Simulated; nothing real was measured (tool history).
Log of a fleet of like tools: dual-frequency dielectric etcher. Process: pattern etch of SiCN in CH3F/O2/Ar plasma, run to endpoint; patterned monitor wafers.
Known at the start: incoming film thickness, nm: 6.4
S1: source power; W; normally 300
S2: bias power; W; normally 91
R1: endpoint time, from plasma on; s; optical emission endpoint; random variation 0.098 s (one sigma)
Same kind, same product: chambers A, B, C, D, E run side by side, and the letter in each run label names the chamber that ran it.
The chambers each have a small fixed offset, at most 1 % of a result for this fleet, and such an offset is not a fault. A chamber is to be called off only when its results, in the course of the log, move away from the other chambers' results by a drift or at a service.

run   hour   S1   S2      R1
 1E    5.9  300   91   17.51
 2B   13.6  300   91  17.427
 3A   25.8  300   91  17.495
 4C   36.3  300   91  17.553
 5D     43  300   91  17.337
 6C   49.7  300   91   17.53
 7E   57.4  300   78  18.247
 8A   64.7  300   78  18.707
 9B   75.9  300   78  18.113
10D   85.8  300   78  18.209
11C   95.2  300   78  18.485
12D  101.6  300   91  17.634
13B  113.5  300   91  17.188
14E  121.8  300   91  17.591
     129.4  -- chamber B: wet clean of the chamber
15A  132.6  300   91  17.616
     141.4  -- chamber D: bias power generator calibrated
16B  145.1  300   91  17.112
17C  153.3  300   91  17.769
18A  160.5  300   91  17.568
19D  168.2  300   91  17.337
20E  175.4  300   91  17.487
21D  181.5  300   91  17.191
22E  188.1  300   91  17.554
23B  193.9  300   91  17.203
24C  203.4  300   91  17.584
25A  213.8  370  112  15.233
26C    226  370  112  15.178
     228.3  -- chamber D: wet clean of the chamber
27E  237.2  370  112  15.035
28A  245.2  370  112  15.317
29D  251.4  370  112  15.092
30B  263.5  300   91  17.233
31A  269.6  300   91  18.009
32E  282.1  300   91  17.406
33C  292.1  300   91  17.789
34D  303.6  300   91  17.437
     307.7  -- chamber E: wet clean of the chamber
35B  314.5  300   71  18.927
36D  322.3  300   71  19.206
37E  334.5  300   71  18.995
38C  346.4  300   71  19.493
39B  357.5  300   71  19.058
40A  364.1  300   91  18.367
41C  370.9  360  113  15.023
42E  381.1  360  113  14.959
43D  388.8  360  113  15.089

Has any chamber moved away from the others, gradually or after a service, or does the common gauge drift, or do the chambers differ only by their own small steady offsets? State the chamber and the most likely cause if one applies.

It is chamber A that slowly wanders off from its peers.
What lies behind it: etch rate under this chamber's usual, % = 4.86.

Which of the 4 candidates below, each the usual settings with something changed and its results left as question marks, puts chamber A back in line with what the other chambers give on the usual settings?
Allowed miss from the other chambers' usual-settings mean, per result, to count as in line: R1 0.34 s
44A-1  397.9  250   78   ?
44A-2  397.9  350  106   ?
44A-3  397.9  260   91   ?
44A-4  397.9  320   98   ?

What the other chambers average on the usual settings: R1 17.419 s
  run      R1
44A-1  20.899
44A-2   16.45
44A-3  19.428
44A-4  17.516
44A-4 brings the chamber back in line.
